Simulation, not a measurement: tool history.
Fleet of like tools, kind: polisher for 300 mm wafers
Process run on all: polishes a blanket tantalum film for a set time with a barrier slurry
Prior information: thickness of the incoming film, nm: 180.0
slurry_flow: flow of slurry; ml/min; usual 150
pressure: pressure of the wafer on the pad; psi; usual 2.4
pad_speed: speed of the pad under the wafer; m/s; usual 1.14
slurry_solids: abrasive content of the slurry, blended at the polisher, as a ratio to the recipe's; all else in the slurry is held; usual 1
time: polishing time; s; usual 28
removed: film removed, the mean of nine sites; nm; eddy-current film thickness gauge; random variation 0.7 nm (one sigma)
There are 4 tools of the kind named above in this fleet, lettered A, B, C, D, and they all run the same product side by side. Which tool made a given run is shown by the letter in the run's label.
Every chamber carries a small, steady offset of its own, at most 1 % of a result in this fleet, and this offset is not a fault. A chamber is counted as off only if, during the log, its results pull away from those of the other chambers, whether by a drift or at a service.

| run | hour | slurry_flow | pressure | pad_speed | slurry_solids | time | wafers polished on this pad | hours since the slurry nozzle was cleaned | hours since the head pressure was calibrated | hours since the slurry blender was calibrated | removed |
|---|---|---|---|---|---|---|---|---|---|---|---|
| 1C | 4.7 | 150 | 2.4 | 1.14 | 1 | 28 | 59 | 90.4 | 640.0 | 215.7 | 51.912 |
| 2B | 10.0 | 150 | 2.4 | 1.14 | 1 | 28 | 158 | 346.2 | 157.0 | 65.2 | 51.982 |
| 3A | 15.1 | 150 | 2.4 | 1.14 | 1 | 28 | 812 | 237.9 | 154.2 | 111.8 | 52.636 |
| 4D | 19.4 | 150 | 2.4 | 1.14 | 1 | 28 | 705 | 139.4 | 669.4 | 133.4 | 52.727 |
| 5C | 23.4 | 150 | 2.4 | 1.14 | 1 | 28 | 204 | 109.1 | 658.7 | 234.4 | 52.660 |
| 6A | 29.5 | 150 | 2.4 | 1.14 | 1 | 28 | 924 | 252.3 | 168.6 | 126.2 | 52.608 |
| 7B | 32.9 | 150 | 2.4 | 1.14 | 1 | 28 | 336 | 369.1 | 179.9 | 88.1 | 51.430 |
|  | 33.4 | chamber D: worn pad replaced by a new one |
| 8D | 37.4 | 150 | 1.7 | 1.14 | 1 | 28 | 31 | 157.4 | 687.4 | 151.4 | 37.492 |
| 9C | 40.9 | 150 | 1.7 | 1.14 | 1 | 28 | 340 | 126.6 | 676.2 | 251.9 | 37.156 |
| 10A | 46.1 | 150 | 1.7 | 1.14 | 1 | 28 | 1053 | 268.9 | 185.2 | 142.8 | 36.507 |
|  | 49.6 | chamber A: worn pad replaced by a new one |
| 11B | 50.7 | 150 | 1.7 | 1.14 | 1 | 28 | 474 | 386.9 | 197.7 | 105.9 | 37.557 |
| 12D | 57.3 | 150 | 2.4 | 1.14 | 1 | 28 | 185 | 177.3 | 707.3 | 171.3 | 51.813 |
| 13C | 61.3 | 150 | 2.4 | 1.14 | 1 | 28 | 499 | 147.0 | 696.6 | 272.3 | 53.586 |
|  | 66.7 | chamber C: head pressure recalibrated |
| 14A | 67.9 | 150 | 2.4 | 1.14 | 1 | 28 | 142 | 290.7 | 207.0 | 164.6 | 53.437 |
| 15D | 71.6 | 150 | 2.4 | 1.14 | 1 | 28 | 296 | 191.6 | 721.6 | 185.6 | 50.208 |
| 16B | 76.8 | 150 | 2.4 | 1.14 | 1 | 28 | 677 | 413.0 | 223.8 | 132.0 | 52.180 |
| 17D | 81.2 | 150 | 2.4 | 1.14 | 1 | 28 | 371 | 201.2 | 731.2 | 195.2 | 51.614 |
| 18C | 85.5 | 150 | 2.4 | 1.14 | 1 | 28 | 687 | 171.2 | 18.9 | 296.5 | 52.245 |
| 19B | 89.3 | 150 | 2.4 | 1.14 | 1 | 28 | 774 | 425.5 | 236.3 | 144.5 | 53.178 |
|  | 92.0 | chamber B: worn pad replaced by a new one |
| 20A | 96.5 | 150 | 2.4 | 1.14 | 1 | 28 | 364 | 319.3 | 235.6 | 193.2 | 52.436 |
|  | 101.5 | chamber C: worn pad replaced by a new one |
| 21D | 102.4 | 150 | 1.9 | 1.40 | 1 | 28 | 536 | 222.4 | 752.4 | 216.4 | 48.957 |
| 22C | 107.8 | 150 | 1.9 | 1.40 | 1 | 28 | 49 | 193.5 | 41.2 | 318.8 | 49.951 |
| 23B | 114.8 | 150 | 1.9 | 1.40 | 1 | 28 | 177 | 451.0 | 261.8 | 170.0 | 51.196 |
| 24A | 118.6 | 150 | 1.9 | 1.40 | 1 | 28 | 536 | 341.4 | 257.7 | 215.3 | 50.637 |
|  | 119.1 | chamber D: worn pad replaced by a new one |
| 25B | 123.8 | 150 | 2.4 | 1.14 | 1 | 28 | 247 | 460.0 | 270.8 | 179.0 | 52.923 |
|  | 127.3 | chamber D: slurry blender recalibrated |
| 26A | 129.1 | 150 | 2.4 | 1.02 | 1 | 18 | 618 | 351.9 | 268.2 | 225.8 | 30.785 |
| 27D | 133.3 | 150 | 2.4 | 1.02 | 1 | 18 | 110 | 253.3 | 783.3 | 6.1 | 28.066 |

Does one chamber stand apart from the rest, does the shared gauge drift, or is all well apart from small per-chamber offsets? Give the chamber and the most likely cause, where there is one.

Little by little, chamber D moves away from the other chambers.
Most likely cause: slurry flow missing at the pad, % = 40.4.
With only this log, it may be confused with: head's pressure below its setpoint, %.

Below are 4 candidate recipes for chamber D's next run, each the usual settings with a change, their results shown as question marks. Which of them brings D's results back in line with what the other chambers give on the usual settings?
In line here means within this much of the mean the other chambers give on the usual settings: removed 2.400 nm
| 28D-1 | 138.5 | 145 | 2.2 | 1.04 | 1 | 28 |  |  |  |  | ? |
| 28D-2 | 138.5 | 150 | 2.3 | 1.12 | 1 | 27 |  |  |  |  | ? |
| 28D-3 | 138.5 | 155 | 2.6 | 1.14 | 1 | 30 |  |  |  |  | ? |
| 28D-4 | 138.5 | 150 | 2.4 | 1.14 | 1 | 31 |  |  |  |  | ? |

The mean the other chambers reach with the usual settings: removed 52.566 nm
| run | removed |
|---|---|
| 28D-1 | 38.935 |
| 28D-2 | 42.745 |
| 28D-3 | 55.242 |
| 28D-4 | 52.174 |
28D-4 brings the chamber back in line.
